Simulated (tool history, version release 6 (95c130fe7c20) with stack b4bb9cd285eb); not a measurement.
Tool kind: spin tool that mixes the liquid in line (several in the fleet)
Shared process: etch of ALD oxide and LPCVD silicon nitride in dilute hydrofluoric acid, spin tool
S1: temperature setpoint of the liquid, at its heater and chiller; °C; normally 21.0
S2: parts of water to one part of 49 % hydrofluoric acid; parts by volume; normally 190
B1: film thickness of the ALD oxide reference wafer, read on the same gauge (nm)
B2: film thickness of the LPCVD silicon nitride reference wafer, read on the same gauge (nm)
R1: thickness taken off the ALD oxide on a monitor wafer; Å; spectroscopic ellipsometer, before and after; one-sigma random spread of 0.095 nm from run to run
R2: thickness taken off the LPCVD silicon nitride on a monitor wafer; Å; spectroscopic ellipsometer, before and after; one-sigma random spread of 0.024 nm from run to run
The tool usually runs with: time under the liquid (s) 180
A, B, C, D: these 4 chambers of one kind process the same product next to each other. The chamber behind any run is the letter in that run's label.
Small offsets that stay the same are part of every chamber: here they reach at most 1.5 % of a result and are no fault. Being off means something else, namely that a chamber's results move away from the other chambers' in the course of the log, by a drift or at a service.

Run 1C, day 0.150: usual settings; B1 49.996; B2 99.984. Result: R1 141.820 Å, R2 3.9710 Å.
Run 2B, day 0.288: usual settings; B1 50.045; B2 100.010. Result: R1 146.620 Å, R2 4.1806 Å.
Run 3D, day 0.433: usual settings; B1 49.949; B2 100.010. Result: R1 144.980 Å, R2 3.9053 Å.
Run 4A, day 0.608: usual settings; B1 50.020; B2 99.995. Result: R1 145.110 Å, R2 3.9313 Å.
Run 5D, day 0.758: usual settings; B1 50.010; B2 100.010. Result: R1 143.820 Å, R2 4.2005 Å.
Run 6A, day 0.896: usual settings but S2 220 parts by volume, time under the liquid (s) 135; B1 49.992; B2 100.010. Result: R1 91.192 Å, R2 2.9370 Å.
Run 7C, day 1.033: usual settings but S2 220 parts by volume, time under the liquid (s) 135; B1 49.984; B2 100.010. Result: R1 90.732 Å, R2 2.8769 Å.
Run 8B, day 1.158: usual settings but S2 220 parts by volume, time under the liquid (s) 135; B1 49.982; B2 100.030. Result: R1 92.122 Å, R2 3.0990 Å.
Run 9D, day 1.262: usual settings but S2 220 parts by volume, time under the liquid (s) 135; B1 50.037; B2 99.988. Result: R1 90.817 Å, R2 3.0244 Å.
Run 10B, day 1.396: usual settings; B1 50.022; B2 100.000. Result: R1 146.370 Å, R2 4.4648 Å.
Run 11A, day 1.538: usual settings but S1 17.5 °C, S2 140 parts by volume; B1 49.961; B2 100.000. Result: R1 175.930 Å, R2 4.4789 Å.
Run 12C, day 1.625: usual settings but S1 17.5 °C, S2 140 parts by volume; B1 49.961; B2 99.998. Result: R1 177.170 Å, R2 4.0125 Å.
Run 13B, day 1.754: usual settings but S1 17.5 °C, S2 140 parts by volume; B1 50.007; B2 100.010. Result: R1 182.830 Å, R2 4.4435 Å.
Run 14C, day 1.842: usual settings but S1 17.5 °C, S2 140 parts by volume; B1 50.004; B2 100.010. Result: R1 176.450 Å, R2 4.2119 Å.
Run 15A, day 2.004: usual settings; B1 49.976; B2 99.978. Result: R1 138.500 Å, R2 3.9826 Å.
Run 16D, day 2.167: usual settings but time under the liquid (s) 110; B1 50.000; B2 100.010. Result: R1 88.801 Å, R2 2.8053 Å.
Run 17B, day 2.329: usual settings but time under the liquid (s) 110; B1 50.010; B2 100.010. Result: R1 89.514 Å, R2 2.6437 Å.
Run 18A, day 2.421: usual settings but time under the liquid (s) 110; B1 49.988; B2 99.986. Result: R1 84.683 Å, R2 2.3038 Å.
Run 19D, day 2.592: usual settings but time under the liquid (s) 110; B1 50.004; B2 100.010. Result: R1 87.013 Å, R2 2.7348 Å.
Run 20C, day 2.746: usual settings; B1 50.022; B2 99.991. Result: R1 143.220 Å, R2 4.3790 Å.
Run 21C, day 2.892: usual settings; B1 50.012; B2 99.990. Result: R1 142.770 Å, R2 4.8541 Å.
Run 22D, day 3.054: usual settings; B1 50.011; B2 100.010. Result: R1 145.870 Å, R2 3.8470 Å.
Run 23B, day 3.129: usual settings; B1 50.011; B2 100.000. Result: R1 146.160 Å, R2 4.2416 Å.
Run 24A, day 3.208: usual settings but S2 250 parts by volume; B1 50.021; B2 99.981. Result: R1 94.532 Å, R2 3.0812 Å.

Predict what each chamber gives when all 4 of them run the settings below next.
Run 25A, day 3.338: usual settings. Result: R1 ?, R2 ?.
Run 25B, day 3.338: usual settings. Result: R1 ?, R2 ?.
Run 25C, day 3.338: usual settings. Result: R1 ?, R2 ?.
Run 25D, day 3.338: usual settings. Result: R1 ?, R2 ?.

run       R1      R2
25A  132.500  3.7695
25B  145.800  4.3712
25C  143.280  3.9034
25D  144.210  4.0268

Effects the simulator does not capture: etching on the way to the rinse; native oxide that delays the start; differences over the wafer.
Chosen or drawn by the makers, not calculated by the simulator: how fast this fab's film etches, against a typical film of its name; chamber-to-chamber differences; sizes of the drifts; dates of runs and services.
